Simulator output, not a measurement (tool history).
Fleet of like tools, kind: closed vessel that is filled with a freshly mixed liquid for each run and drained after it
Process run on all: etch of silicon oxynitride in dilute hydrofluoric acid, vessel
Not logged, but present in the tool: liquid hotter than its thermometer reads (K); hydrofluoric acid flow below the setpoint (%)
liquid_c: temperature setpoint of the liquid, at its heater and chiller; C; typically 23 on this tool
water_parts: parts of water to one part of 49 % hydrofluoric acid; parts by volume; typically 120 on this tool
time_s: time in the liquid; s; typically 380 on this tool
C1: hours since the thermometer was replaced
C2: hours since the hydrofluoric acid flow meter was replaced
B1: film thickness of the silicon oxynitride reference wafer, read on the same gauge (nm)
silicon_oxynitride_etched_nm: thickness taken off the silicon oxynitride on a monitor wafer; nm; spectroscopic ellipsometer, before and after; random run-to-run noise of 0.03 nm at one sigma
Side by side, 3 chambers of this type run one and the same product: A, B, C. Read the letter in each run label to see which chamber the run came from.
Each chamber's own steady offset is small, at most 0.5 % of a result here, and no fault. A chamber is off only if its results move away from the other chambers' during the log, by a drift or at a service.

{"run": "1A", "hour": 9.0, "liquid_c": 23, "water_parts": 120, "time_s": 380, "C1": 761.4, "C2": 741.5, "B1": 40.02, "silicon_oxynitride_etched_nm": 6.0109}
{"hour": 21.0, "done": "chamber A: hydrofluoric acid flow meter replaced"}
{"run": "2C", "hour": 24.0, "liquid_c": 23, "water_parts": 120, "time_s": 380, "C1": 689.4, "C2": 32.2, "B1": 40.006, "silicon_oxynitride_etched_nm": 5.917}
{"run": "3B", "hour": 34.4, "liquid_c": 23, "water_parts": 120, "time_s": 380, "C1": 2413.6, "C2": 835.4, "B1": 39.988, "silicon_oxynitride_etched_nm": 6.0187}
{"run": "4B", "hour": 49.9, "liquid_c": 23, "water_parts": 120, "time_s": 380, "C1": 2429.1, "C2": 850.9, "B1": 39.999, "silicon_oxynitride_etched_nm": 6.0115}
{"run": "5A", "hour": 58.6, "liquid_c": 23, "water_parts": 120, "time_s": 380, "C1": 811, "C2": 37.6, "B1": 40.004, "silicon_oxynitride_etched_nm": 6.0385}
{"run": "6C", "hour": 73.8, "liquid_c": 26, "water_parts": 120, "time_s": 560, "C1": 739.2, "C2": 82, "B1": 40.053, "silicon_oxynitride_etched_nm": 10.104}
{"run": "7A", "hour": 81.9, "liquid_c": 26, "water_parts": 120, "time_s": 560, "C1": 834.3, "C2": 60.9, "B1": 39.992, "silicon_oxynitride_etched_nm": 10.178}
{"hour": 88.6, "done": "chamber B: thermometer replaced"}
{"run": "8B", "hour": 95.4, "liquid_c": 26, "water_parts": 120, "time_s": 560, "C1": 6.8, "C2": 896.4, "B1": 39.988, "silicon_oxynitride_etched_nm": 10.218}
{"run": "9C", "hour": 105.5, "liquid_c": 23, "water_parts": 120, "time_s": 380, "C1": 770.9, "C2": 113.7, "B1": 39.975, "silicon_oxynitride_etched_nm": 5.9791}
{"run": "10A", "hour": 120.2, "liquid_c": 23, "water_parts": 120, "time_s": 380, "C1": 872.6, "C2": 99.2, "B1": 39.973, "silicon_oxynitride_etched_nm": 5.9888}
{"run": "11B", "hour": 128.5, "liquid_c": 23, "water_parts": 145, "time_s": 470, "C1": 39.9, "C2": 929.5, "B1": 39.987, "silicon_oxynitride_etched_nm": 6.0053}
{"run": "12C", "hour": 144.7, "liquid_c": 23, "water_parts": 145, "time_s": 470, "C1": 810.1, "C2": 152.9, "B1": 39.984, "silicon_oxynitride_etched_nm": 5.9938}
{"run": "13C", "hour": 157.1, "liquid_c": 23, "water_parts": 145, "time_s": 470, "C1": 822.5, "C2": 165.3, "B1": 39.997, "silicon_oxynitride_etched_nm": 6.0378}
{"run": "14A", "hour": 164.3, "liquid_c": 23, "water_parts": 120, "time_s": 380, "C1": 916.7, "C2": 143.3, "B1": 40.008, "silicon_oxynitride_etched_nm": 5.9872}
{"run": "15B", "hour": 173.2, "liquid_c": 23, "water_parts": 120, "time_s": 380, "C1": 84.6, "C2": 974.2, "B1": 39.963, "silicon_oxynitride_etched_nm": 5.8759}
{"run": "16A", "hour": 183.4, "liquid_c": 23, "water_parts": 120, "time_s": 380, "C1": 935.8, "C2": 162.4, "B1": 39.999, "silicon_oxynitride_etched_nm": 5.999}
{"run": "17C", "hour": 197.8, "liquid_c": 23, "water_parts": 120, "time_s": 380, "C1": 863.2, "C2": 206, "B1": 39.991, "silicon_oxynitride_etched_nm": 6.0179}
{"run": "18B", "hour": 207.5, "liquid_c": 23, "water_parts": 120, "time_s": 380, "C1": 118.9, "C2": 1008.5, "B1": 39.973, "silicon_oxynitride_etched_nm": 5.8069}
{"run": "19C", "hour": 216.6, "liquid_c": 23, "water_parts": 120, "time_s": 380, "C1": 882, "C2": 224.8, "B1": 39.988, "silicon_oxynitride_etched_nm": 5.9899}
{"run": "20A", "hour": 231.0, "liquid_c": 23, "water_parts": 120, "time_s": 185, "C1": 983.4, "C2": 210, "B1": 39.989, "silicon_oxynitride_etched_nm": 2.9246}
{"run": "21B", "hour": 245.9, "liquid_c": 23, "water_parts": 120, "time_s": 185, "C1": 157.3, "C2": 1046.9, "B1": 39.963, "silicon_oxynitride_etched_nm": 2.7787}
{"run": "22B", "hour": 255.5, "liquid_c": 23, "water_parts": 120, "time_s": 185, "C1": 166.9, "C2": 1056.5, "B1": 40.006, "silicon_oxynitride_etched_nm": 2.793}
{"run": "23C", "hour": 263.5, "liquid_c": 23, "water_parts": 120, "time_s": 380, "C1": 928.9, "C2": 271.7, "B1": 39.956, "silicon_oxynitride_etched_nm": 5.9657}
{"run": "24A", "hour": 273.7, "liquid_c": 23, "water_parts": 120, "time_s": 380, "C1": 1026.1, "C2": 252.7, "B1": 40.025, "silicon_oxynitride_etched_nm": 5.9847}
{"run": "25C", "hour": 282.8, "liquid_c": 23, "water_parts": 120, "time_s": 380, "C1": 948.2, "C2": 291, "B1": 40.05, "silicon_oxynitride_etched_nm": 5.9317}

Which is it: a chamber that has drifted or been left off by a service, a gauge drift common to all chambers, or only each chamber's usual small offset? If a chamber is off, name it and its likeliest cause.

Chamber B drifts away from the others.
Most likely cause: hydrofluoric acid flow below the setpoint (%) = 4.18.
From this log alone, it may not be told apart from: liquid colder than its thermometer reads (K).

Which of the 4 candidates below, each the usual settings with something changed and its results left as question marks, puts chamber B back in line with what the other chambers give on the usual settings?
Allowed miss from the other chambers' usual-settings mean, per result, to count as in line: silicon_oxynitride_etched_nm 0.11 nm
{"run": "26B-1", "hour": 294.4, "liquid_c": 23, "water_parts": 120, "time_s": 395, "silicon_oxynitride_etched_nm": "?"}
{"run": "26B-2", "hour": 294.4, "liquid_c": 23, "water_parts": 120, "time_s": 375, "silicon_oxynitride_etched_nm": "?"}
{"run": "26B-3", "hour": 294.4, "liquid_c": 22, "water_parts": 120, "time_s": 380, "silicon_oxynitride_etched_nm": "?"}
{"run": "26B-4", "hour": 294.4, "liquid_c": 23, "water_parts": 120, "time_s": 385, "silicon_oxynitride_etched_nm": "?"}

Mean of the other chambers on the usual settings: silicon_oxynitride_etched_nm 5.9863 nm
run=26B-1 silicon_oxynitride_etched_nm=5.9501
run=26B-2 silicon_oxynitride_etched_nm=5.6488
run=26B-3 silicon_oxynitride_etched_nm=5.4604
run=26B-4 silicon_oxynitride_etched_nm=5.7995
26B-1 puts the chamber back in line with the other chambers.

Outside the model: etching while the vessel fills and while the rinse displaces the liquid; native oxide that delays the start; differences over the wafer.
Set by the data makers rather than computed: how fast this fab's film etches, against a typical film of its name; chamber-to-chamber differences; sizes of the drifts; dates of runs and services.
